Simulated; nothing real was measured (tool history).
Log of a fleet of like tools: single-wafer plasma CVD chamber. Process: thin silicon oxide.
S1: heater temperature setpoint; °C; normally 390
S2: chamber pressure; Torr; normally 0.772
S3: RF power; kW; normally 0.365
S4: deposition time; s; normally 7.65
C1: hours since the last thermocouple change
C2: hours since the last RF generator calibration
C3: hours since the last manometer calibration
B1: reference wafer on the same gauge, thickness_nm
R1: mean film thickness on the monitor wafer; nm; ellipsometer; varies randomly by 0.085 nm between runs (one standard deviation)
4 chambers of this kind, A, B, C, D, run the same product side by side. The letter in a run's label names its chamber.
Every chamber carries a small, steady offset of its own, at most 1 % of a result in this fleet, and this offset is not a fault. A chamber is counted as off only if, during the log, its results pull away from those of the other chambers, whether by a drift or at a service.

{"run": "1A", "hour": 7.2, "S1": 390, "S2": 0.772, "S3": 0.365, "S4": 7.65, "C1": 1707.3, "C2": 139.4, "C3": 177.9, "B1": 13.414, "R1": 14.913}
{"run": "2C", "hour": 16.4, "S1": 390, "S2": 0.772, "S3": 0.365, "S4": 7.65, "C1": 712.8, "C2": 2070.2, "C3": 1524.6, "B1": 13.4, "R1": 14.63}
{"run": "3D", "hour": 27.2, "S1": 390, "S2": 0.772, "S3": 0.365, "S4": 7.65, "C1": 1073.0, "C2": 526.7, "C3": 350.5, "B1": 13.379, "R1": 14.698}
{"hour": 33.4, "done": "chamber D: thermocouple changed; heater temperature recalibrated"}
{"run": "4B", "hour": 33.7, "S1": 390, "S2": 0.772, "S3": 0.365, "S4": 7.65, "C1": 2080.3, "C2": 462.2, "C3": 1629.4, "B1": 13.391, "R1": 14.71}
{"run": "5D", "hour": 43.5, "S1": 390, "S2": 0.772, "S3": 0.365, "S4": 7.65, "C1": 10.1, "C2": 543.0, "C3": 366.8, "B1": 13.386, "R1": 14.919}
{"hour": 46.7, "done": "chamber C: RF generator calibrated"}
{"run": "6B", "hour": 57.6, "S1": 390, "S2": 0.772, "S3": 0.365, "S4": 7.65, "C1": 2104.2, "C2": 486.1, "C3": 1653.3, "B1": 13.394, "R1": 14.689}
{"run": "7A", "hour": 66.7, "S1": 390, "S2": 0.772, "S3": 0.365, "S4": 7.65, "C1": 1766.8, "C2": 198.9, "C3": 237.4, "B1": 13.397, "R1": 14.763}
{"run": "8C", "hour": 77.5, "S1": 390, "S2": 0.772, "S3": 0.365, "S4": 7.65, "C1": 773.9, "C2": 30.9, "C3": 1585.7, "B1": 13.4, "R1": 14.671}
{"run": "9B", "hour": 87.0, "S1": 390, "S2": 0.772, "S3": 0.365, "S4": 7.65, "C1": 2133.6, "C2": 515.5, "C3": 1682.7, "B1": 13.397, "R1": 14.651}
{"run": "10C", "hour": 97.9, "S1": 390, "S2": 0.772, "S3": 0.365, "S4": 8.32, "C1": 794.3, "C2": 51.3, "C3": 1606.1, "B1": 13.425, "R1": 15.894}
{"run": "11D", "hour": 110.0, "S1": 390, "S2": 0.772, "S3": 0.365, "S4": 8.32, "C1": 76.6, "C2": 609.5, "C3": 433.3, "B1": 13.399, "R1": 15.996}
{"run": "12A", "hour": 120.7, "S1": 390, "S2": 0.772, "S3": 0.365, "S4": 8.32, "C1": 1820.8, "C2": 252.9, "C3": 291.4, "B1": 13.4, "R1": 16.063}
{"run": "13B", "hour": 134.7, "S1": 390, "S2": 0.772, "S3": 0.365, "S4": 8.32, "C1": 2181.3, "C2": 563.2, "C3": 1730.4, "B1": 13.4, "R1": 15.925}
{"run": "14A", "hour": 143.0, "S1": 390, "S2": 0.772, "S3": 0.365, "S4": 7.65, "C1": 1843.1, "C2": 275.2, "C3": 313.7, "B1": 13.4, "R1": 14.888}
{"run": "15C", "hour": 156.5, "S1": 390, "S2": 0.772, "S3": 0.365, "S4": 7.65, "C1": 852.9, "C2": 109.9, "C3": 1664.7, "B1": 13.382, "R1": 14.685}
{"run": "16D", "hour": 165.5, "S1": 390, "S2": 0.772, "S3": 0.365, "S4": 7.65, "C1": 132.1, "C2": 665.0, "C3": 488.8, "B1": 13.412, "R1": 14.861}
{"run": "17B", "hour": 173.5, "S1": 390, "S2": 0.772, "S3": 0.365, "S4": 7.65, "C1": 2220.1, "C2": 602.0, "C3": 1769.2, "B1": 13.416, "R1": 14.753}
{"run": "18C", "hour": 185.2, "S1": 398, "S2": 0.772, "S3": 0.365, "S4": 8.66, "C1": 881.6, "C2": 138.6, "C3": 1693.4, "B1": 13.39, "R1": 16.42}
{"run": "19A", "hour": 195.4, "S1": 398, "S2": 0.772, "S3": 0.365, "S4": 8.66, "C1": 1895.5, "C2": 327.6, "C3": 366.1, "B1": 13.392, "R1": 16.725}
{"hour": 199.5, "done": "chamber B: capacitance manometer re-zeroed and calibrated"}
{"run": "20D", "hour": 205.9, "S1": 398, "S2": 0.772, "S3": 0.365, "S4": 8.66, "C1": 172.5, "C2": 705.4, "C3": 529.2, "B1": 13.403, "R1": 16.528}
{"run": "21B", "hour": 217.3, "S1": 398, "S2": 0.772, "S3": 0.365, "S4": 8.66, "C1": 2263.9, "C2": 645.8, "C3": 17.9, "B1": 13.409, "R1": 16.31}
{"run": "22D", "hour": 231.3, "S1": 390, "S2": 0.772, "S3": 0.365, "S4": 7.65, "C1": 197.9, "C2": 730.8, "C3": 554.6, "B1": 13.409, "R1": 14.854}
{"run": "23C", "hour": 243.0, "S1": 390, "S2": 0.772, "S3": 0.365, "S4": 7.65, "C1": 939.4, "C2": 196.4, "C3": 1751.2, "B1": 13.394, "R1": 14.791}
{"hour": 249.1, "done": "chamber A: thermocouple changed; heater temperature recalibrated"}
{"run": "24A", "hour": 249.7, "S1": 390, "S2": 0.772, "S3": 0.365, "S4": 7.65, "C1": 0.6, "C2": 381.9, "C3": 420.4, "B1": 13.406, "R1": 14.992}
{"run": "25A", "hour": 262.0, "S1": 390, "S2": 0.772, "S3": 0.365, "S4": 7.65, "C1": 12.9, "C2": 394.2, "C3": 432.7, "B1": 13.421, "R1": 14.727}
{"run": "26D", "hour": 274.1, "S1": 390, "S2": 0.59, "S3": 0.335, "S4": 7.65, "C1": 240.7, "C2": 773.6, "C3": 597.4, "B1": 13.396, "R1": 10.868}
{"run": "27C", "hour": 281.4, "S1": 390, "S2": 0.59, "S3": 0.335, "S4": 7.65, "C1": 977.8, "C2": 234.8, "C3": 1789.6, "B1": 13.399, "R1": 10.651}
{"run": "28B", "hour": 289.6, "S1": 390, "S2": 0.59, "S3": 0.335, "S4": 7.65, "C1": 2336.2, "C2": 718.1, "C3": 90.2, "B1": 13.403, "R1": 10.493}
{"run": "29A", "hour": 300.9, "S1": 390, "S2": 0.59, "S3": 0.335, "S4": 7.65, "C1": 51.8, "C2": 433.1, "C3": 471.6, "B1": 13.398, "R1": 10.979}
{"run": "30C", "hour": 311.6, "S1": 390, "S2": 0.772, "S3": 0.365, "S4": 7.65, "C1": 1008.0, "C2": 265.0, "C3": 1819.8, "B1": 13.399, "R1": 14.678}
{"run": "31D", "hour": 318.6, "S1": 390, "S2": 0.772, "S3": 0.365, "S4": 7.65, "C1": 285.2, "C2": 818.1, "C3": 641.9, "B1": 13.403, "R1": 14.748}
{"run": "32B", "hour": 329.7, "S1": 390, "S2": 0.772, "S3": 0.365, "S4": 7.65, "C1": 2376.3, "C2": 758.2, "C3": 130.3, "B1": 13.398, "R1": 14.339}
{"run": "33A", "hour": 336.6, "S1": 390, "S2": 0.772, "S3": 0.365, "S4": 7.65, "C1": 87.5, "C2": 468.8, "C3": 507.3, "B1": 13.39, "R1": 14.832}
{"run": "34D", "hour": 350.1, "S1": 390, "S2": 0.772, "S3": 0.365, "S4": 7.65, "C1": 316.7, "C2": 849.6, "C3": 673.4, "B1": 13.406, "R1": 14.962}
{"run": "35B", "hour": 361.3, "S1": 390, "S2": 0.772, "S3": 0.365, "S4": 7.65, "C1": 2407.9, "C2": 789.8, "C3": 161.9, "B1": 13.392, "R1": 14.253}
{"run": "36C", "hour": 370.5, "S1": 390, "S2": 0.772, "S3": 0.365, "S4": 7.65, "C1": 1066.9, "C2": 323.9, "C3": 1878.7, "B1": 13.39, "R1": 14.671}
{"run": "37D", "hour": 378.9, "S1": 390, "S2": 0.772, "S3": 0.365, "S4": 7.65, "C1": 345.5, "C2": 878.4, "C3": 702.2, "B1": 13.426, "R1": 14.769}
{"run": "38A", "hour": 388.5, "S1": 390, "S2": 0.772, "S3": 0.365, "S4": 7.65, "C1": 139.4, "C2": 520.7, "C3": 559.2, "B1": 13.402, "R1": 14.884}
{"run": "39C", "hour": 402.1, "S1": 390, "S2": 0.772, "S3": 0.365, "S4": 7.65, "C1": 1098.5, "C2": 355.5, "C3": 1910.3, "B1": 13.411, "R1": 14.762}
{"run": "40B", "hour": 409.6, "S1": 390, "S2": 0.772, "S3": 0.365, "S4": 7.65, "C1": 2456.2, "C2": 838.1, "C3": 210.2, "B1": 13.407, "R1": 14.367}
{"run": "41A", "hour": 415.8, "S1": 390, "S2": 0.772, "S3": 0.365, "S4": 7.65, "C1": 166.7, "C2": 548.0, "C3": 586.5, "B1": 13.415, "R1": 14.781}

Each of the 4 chambers runs these same settings next. Fill in every chamber's results:
{"run": "42A", "hour": 426.0, "S1": 397, "S2": 0.772, "S3": 0.365, "S4": 7.65, "R1": "?"}
{"run": "42B", "hour": 426.0, "S1": 397, "S2": 0.772, "S3": 0.365, "S4": 7.65, "R1": "?"}
{"run": "42C", "hour": 426.0, "S1": 397, "S2": 0.772, "S3": 0.365, "S4": 7.65, "R1": "?"}
{"run": "42D", "hour": 426.0, "S1": 397, "S2": 0.772, "S3": 0.365, "S4": 7.65, "R1": "?"}

run=42A R1=14.808
run=42B R1=14.101
run=42C R1=14.518
run=42D R1=14.748
